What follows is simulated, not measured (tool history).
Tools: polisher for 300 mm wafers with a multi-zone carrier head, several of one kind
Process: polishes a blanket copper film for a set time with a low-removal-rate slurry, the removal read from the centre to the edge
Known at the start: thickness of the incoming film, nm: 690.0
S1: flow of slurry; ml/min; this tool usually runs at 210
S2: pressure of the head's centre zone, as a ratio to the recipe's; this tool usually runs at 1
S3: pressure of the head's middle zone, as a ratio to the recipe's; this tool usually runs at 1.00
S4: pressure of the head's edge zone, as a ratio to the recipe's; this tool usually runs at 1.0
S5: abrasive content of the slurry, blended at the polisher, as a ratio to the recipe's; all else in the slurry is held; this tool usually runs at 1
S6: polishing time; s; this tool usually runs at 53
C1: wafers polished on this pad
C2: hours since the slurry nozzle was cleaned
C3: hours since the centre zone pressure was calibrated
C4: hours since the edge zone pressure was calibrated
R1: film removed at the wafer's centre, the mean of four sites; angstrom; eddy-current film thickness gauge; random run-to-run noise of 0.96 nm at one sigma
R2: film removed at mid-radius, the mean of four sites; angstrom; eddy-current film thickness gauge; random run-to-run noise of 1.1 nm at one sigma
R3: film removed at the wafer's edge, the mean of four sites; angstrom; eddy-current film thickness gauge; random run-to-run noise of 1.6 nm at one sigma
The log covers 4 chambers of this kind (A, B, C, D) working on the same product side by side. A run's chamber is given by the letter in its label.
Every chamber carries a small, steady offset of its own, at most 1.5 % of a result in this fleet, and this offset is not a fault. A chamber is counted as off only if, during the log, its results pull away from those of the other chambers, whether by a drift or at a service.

Run 1C, hour 2.4: usual settings; C1 235; C2 117.7; C3 1177.4; C4 1108.6. Result: R1 1230.2 angstrom, R2 1266.1 angstrom, R3 1203.4 angstrom.
Run 2B, hour 6.8: usual settings; C1 207; C2 225.6; C3 206.2; C4 531.7. Result: R1 1237.3 angstrom, R2 1223.2 angstrom, R3 1249.5 angstrom.
Run 3D, hour 10.2: usual settings; C1 556; C2 258.6; C3 1095.6; C4 217.2. Result: R1 1231.5 angstrom, R2 1246.2 angstrom, R3 1195.0 angstrom.
Run 4A, hour 13.6: usual settings; C1 699; C2 145.0; C3 289.1; C4 431.4. Result: R1 1243.7 angstrom, R2 1239.2 angstrom, R3 1218.3 angstrom.
Run 5D, hour 18.3: usual settings; C1 616; C2 266.7; C3 1103.7; C4 225.3. Result: R1 1227.3 angstrom, R2 1256.7 angstrom, R3 1236.1 angstrom.
Run 6A, hour 21.6: usual settings; C1 759; C2 153.0; C3 297.1; C4 439.4. Result: R1 1248.9 angstrom, R2 1227.0 angstrom, R3 1230.5 angstrom.
Run 7B, hour 26.8: usual settings; C1 357; C2 245.6; C3 226.2; C4 551.7. Result: R1 1243.3 angstrom, R2 1221.5 angstrom, R3 1212.9 angstrom.
Run 8C, hour 29.8: usual settings; C1 440; C2 145.1; C3 1204.8; C4 1136.0. Result: R1 1230.1 angstrom, R2 1236.7 angstrom, R3 1203.3 angstrom.
Run 9D, hour 33.1: usual settings; C1 727; C2 281.5; C3 1118.5; C4 240.1. Result: R1 1234.3 angstrom, R2 1237.7 angstrom, R3 1233.9 angstrom.
Run 10A, hour 36.0: usual settings; C1 867; C2 167.4; C3 311.5; C4 453.8. Result: R1 1240.0 angstrom, R2 1205.7 angstrom, R3 1233.0 angstrom.
Run 11B, hour 41.0: usual settings; C1 463; C2 259.8; C3 240.4; C4 565.9. Result: R1 1256.6 angstrom, R2 1216.3 angstrom, R3 1234.4 angstrom.
Run 12C, hour 45.5: usual settings; C1 558; C2 160.8; C3 1220.5; C4 1151.7. Result: R1 1229.3 angstrom, R2 1259.5 angstrom, R3 1214.5 angstrom.
Run 13B, hour 50.6: usual settings; C1 535; C2 269.4; C3 250.0; C4 575.5. Result: R1 1232.3 angstrom, R2 1206.3 angstrom, R3 1204.1 angstrom.
Run 14D, hour 54.1: usual settings but S6 69 s; C1 885; C2 302.5; C3 1139.5; C4 261.1. Result: R1 1602.9 angstrom, R2 1622.5 angstrom, R3 1618.7 angstrom.
At hour 56.3: chamber A: worn pad replaced by a new one.
Run 15A, hour 59.4: usual settings but S6 69 s; C1 23; C2 190.8; C3 334.9; C4 477.2. Result: R1 1606.7 angstrom, R2 1566.6 angstrom, R3 1602.4 angstrom.
Run 16C, hour 62.7: usual settings but S6 69 s; C1 687; C2 178.0; C3 1237.7; C4 1168.9. Result: R1 1597.6 angstrom, R2 1613.5 angstrom, R3 1553.8 angstrom.
Run 17A, hour 66.0: usual settings but S6 69 s; C1 72; C2 197.4; C3 341.5; C4 483.8. Result: R1 1598.0 angstrom, R2 1593.9 angstrom, R3 1669.3 angstrom.
Run 18B, hour 70.9: usual settings; C1 687; C2 289.7; C3 270.3; C4 595.8. Result: R1 1222.7 angstrom, R2 1247.2 angstrom, R3 1193.4 angstrom.
Run 19C, hour 74.5: usual settings but S6 63 s; C1 776; C2 189.8; C3 1249.5; C4 1180.7. Result: R1 1464.5 angstrom, R2 1497.2 angstrom, R3 1422.6 angstrom.
At hour 76.7: chamber B: worn pad replaced by a new one.
Run 20D, hour 79.3: usual settings but S6 63 s; C1 1074; C2 327.7; C3 1164.7; C4 286.3. Result: R1 1448.9 angstrom, R2 1476.1 angstrom, R3 1496.2 angstrom.
Run 21A, hour 82.9: usual settings but S6 63 s; C1 199; C2 214.3; C3 358.4; C4 500.7. Result: R1 1460.6 angstrom, R2 1438.7 angstrom, R3 1450.0 angstrom.
Run 22D, hour 86.9: usual settings but S6 63 s; C1 1131; C2 335.3; C3 1172.3; C4 293.9. Result: R1 1464.8 angstrom, R2 1468.9 angstrom, R3 1458.1 angstrom.
Run 23C, hour 91.6: usual settings; C1 904; C2 206.9; C3 1266.6; C4 1197.8. Result: R1 1222.9 angstrom, R2 1234.9 angstrom, R3 1225.1 angstrom.
Run 24B, hour 96.2: usual settings; C1 146; C2 315.0; C3 295.6; C4 621.1. Result: R1 1234.2 angstrom, R2 1220.3 angstrom, R3 1223.0 angstrom.
Run 25A, hour 100.6: usual settings but S1 260 ml/min; C1 332; C2 232.0; C3 376.1; C4 518.4. Result: R1 1268.6 angstrom, R2 1263.4 angstrom, R3 1244.1 angstrom.
Run 26D, hour 104.0: usual settings but S1 260 ml/min; C1 1259; C2 352.4; C3 1189.4; C4 311.0. Result: R1 1261.2 angstrom, R2 1263.3 angstrom, R3 1262.3 angstrom.
Run 27B, hour 107.6: usual settings but S1 260 ml/min; C1 231; C2 326.4; C3 307.0; C4 632.5. Result: R1 1253.6 angstrom, R2 1238.6 angstrom, R3 1249.4 angstrom.
At hour 110.3: chamber D: worn pad replaced by a new one.
Run 28C, hour 110.3: usual settings but S1 260 ml/min; C1 1044; C2 225.6; C3 1285.3; C4 1216.5. Result: R1 1282.6 angstrom, R2 1248.0 angstrom, R3 1241.4 angstrom.
Run 29D, hour 115.2: usual settings; C1 37; C2 363.6; C3 1200.6; C4 322.2. Result: R1 1234.4 angstrom, R2 1242.9 angstrom, R3 1221.0 angstrom.
Run 30B, hour 117.5: usual settings but S4 1.1, S6 71 s; C1 306; C2 336.3; C3 316.9; C4 642.4. Result: R1 1655.1 angstrom, R2 1639.2 angstrom, R3 1754.9 angstrom.
Run 31A, hour 121.9: usual settings but S4 1.1, S6 71 s; C1 491; C2 253.3; C3 397.4; C4 539.7. Result: R1 1671.6 angstrom, R2 1638.4 angstrom, R3 1744.6 angstrom.

Is one chamber off against the others, does the gauge drift, or is nothing wrong? If a chamber is off, say which, and what the likeliest cause is.

No chamber stands off beyond its own small offset, and the gauge holds steady.

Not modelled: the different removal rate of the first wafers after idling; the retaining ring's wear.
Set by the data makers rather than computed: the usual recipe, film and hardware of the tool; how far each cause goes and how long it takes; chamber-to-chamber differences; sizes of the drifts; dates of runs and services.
